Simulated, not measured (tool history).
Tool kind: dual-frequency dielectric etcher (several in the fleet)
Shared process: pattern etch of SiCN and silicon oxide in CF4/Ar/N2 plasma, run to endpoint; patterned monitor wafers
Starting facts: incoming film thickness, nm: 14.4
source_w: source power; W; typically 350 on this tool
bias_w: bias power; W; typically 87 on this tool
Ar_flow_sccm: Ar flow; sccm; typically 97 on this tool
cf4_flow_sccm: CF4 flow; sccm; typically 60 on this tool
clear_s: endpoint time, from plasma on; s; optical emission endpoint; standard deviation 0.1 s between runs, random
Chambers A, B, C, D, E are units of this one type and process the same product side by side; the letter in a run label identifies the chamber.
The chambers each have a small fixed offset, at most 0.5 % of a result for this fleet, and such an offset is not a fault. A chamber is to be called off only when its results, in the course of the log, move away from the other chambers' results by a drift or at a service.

At hour 5.8: chamber B: wet clean of the chamber.
Run 1E, hour 6.7: usual settings. Result: clear_s 20.046 s.
Run 2C, hour 15.0: usual settings. Result: clear_s 19.966 s.
Run 3D, hour 24.0: usual settings. Result: clear_s 19.707 s.
Run 4B, hour 33.9: usual settings. Result: clear_s 20.164 s.
Run 5A, hour 43.5: usual settings but bias_w 69 W, cf4_flow_sccm 47 sccm. Result: clear_s 22.495 s.
Run 6A, hour 50.9: usual settings but bias_w 69 W, cf4_flow_sccm 47 sccm. Result: clear_s 22.427 s.
Run 7E, hour 59.8: usual settings but bias_w 69 W, cf4_flow_sccm 47 sccm. Result: clear_s 22.505 s.
At hour 64.7: chamber C: Ar flow controller replaced.
Run 8B, hour 68.4: usual settings but bias_w 69 W, cf4_flow_sccm 47 sccm. Result: clear_s 22.477 s.
Run 9C, hour 79.6: usual settings but bias_w 69 W, cf4_flow_sccm 47 sccm. Result: clear_s 22.435 s.
Run 10D, hour 88.5: usual settings. Result: clear_s 19.613 s.
Run 11B, hour 99.6: usual settings. Result: clear_s 19.968 s.
Run 12A, hour 113.2: usual settings. Result: clear_s 19.880 s.
Run 13D, hour 123.1: usual settings. Result: clear_s 19.756 s.
Run 14C, hour 130.1: usual settings. Result: clear_s 19.894 s.
Run 15E, hour 141.8: usual settings. Result: clear_s 19.838 s.
Run 16D, hour 150.4: usual settings but source_w 290 W. Result: clear_s 23.226 s.
Run 17E, hour 164.1: usual settings but source_w 290 W. Result: clear_s 23.473 s.
Run 18A, hour 172.4: usual settings but source_w 290 W. Result: clear_s 23.541 s.
Run 19B, hour 183.6: usual settings but source_w 290 W. Result: clear_s 23.628 s.
Run 20C, hour 193.9: usual settings but source_w 290 W. Result: clear_s 23.435 s.
Run 21A, hour 206.5: usual settings. Result: clear_s 19.823 s.
At hour 207.7: chamber E: wet clean of the chamber.
Run 22B, hour 214.9: usual settings. Result: clear_s 19.996 s.
Run 23E, hour 225.3: usual settings but Ar_flow_sccm 108 sccm, cf4_flow_sccm 52 sccm. Result: clear_s 21.871 s.
Run 24D, hour 232.0: usual settings but Ar_flow_sccm 108 sccm, cf4_flow_sccm 52 sccm. Result: clear_s 20.408 s.
Run 25C, hour 238.8: usual settings but Ar_flow_sccm 108 sccm, cf4_flow_sccm 52 sccm. Result: clear_s 20.650 s.
Run 26E, hour 247.3: usual settings but Ar_flow_sccm 108 sccm, cf4_flow_sccm 52 sccm. Result: clear_s 21.802 s.
Run 27D, hour 255.7: usual settings but Ar_flow_sccm 108 sccm, cf4_flow_sccm 52 sccm. Result: clear_s 20.481 s.
Run 28B, hour 262.5: usual settings. Result: clear_s 19.983 s.
Run 29A, hour 273.4: usual settings but source_w 310 W, bias_w 106 W. Result: clear_s 20.621 s.
Run 30C, hour 279.5: usual settings but source_w 310 W, bias_w 106 W. Result: clear_s 20.642 s.
Run 31E, hour 286.9: usual settings but source_w 310 W, bias_w 106 W. Result: clear_s 21.691 s.
Run 32C, hour 293.3: usual settings but source_w 310 W, bias_w 106 W. Result: clear_s 20.583 s.
Run 33D, hour 305.2: usual settings but source_w 310 W, bias_w 106 W. Result: clear_s 20.569 s.
Run 34B, hour 312.0: usual settings. Result: clear_s 20.101 s.
Run 35A, hour 325.9: usual settings. Result: clear_s 19.784 s.

Decide between three cases: one chamber stands off from its peers, the gauge reading all wafers drifts, or nothing is wrong past each chamber's small offset. Where a chamber is off, say which and what most likely put it there.

Chamber E came out of a service off from its peers and stayed that way.
Cause: etch rate under this chamber's usual, % = 5.3.

Below are 4 candidate recipes for chamber E's next run, each the usual settings with a change, their results shown as question marks. Which of them brings E's results back in line with what the other chambers give on the usual settings?
A result is in line if it is within this distance of the other chambers' mean on the usual settings: clear_s 0.350 s
Run 36E-1, hour 335.8: usual settings but source_w 380 W, bias_w 90 W, Ar_flow_sccm 96 sccm, cf4_flow_sccm 61 sccm. Result: clear_s ?.
Run 36E-2, hour 335.8: usual settings but source_w 320 W, Ar_flow_sccm 98 sccm, cf4_flow_sccm 59 sccm. Result: clear_s ?.
Run 36E-3, hour 335.8: usual settings but source_w 330 W, Ar_flow_sccm 98 sccm, cf4_flow_sccm 59 sccm. Result: clear_s ?.
Run 36E-4, hour 335.8: usual settings but Ar_flow_sccm 63 sccm. Result: clear_s ?.

What the other chambers average on the usual settings: clear_s 19.880 s
  run  clear_s
36E-1   19.163
36E-2   22.751
36E-3   22.142
36E-4   19.770
With 36E-4, the chamber falls back in line with the rest.
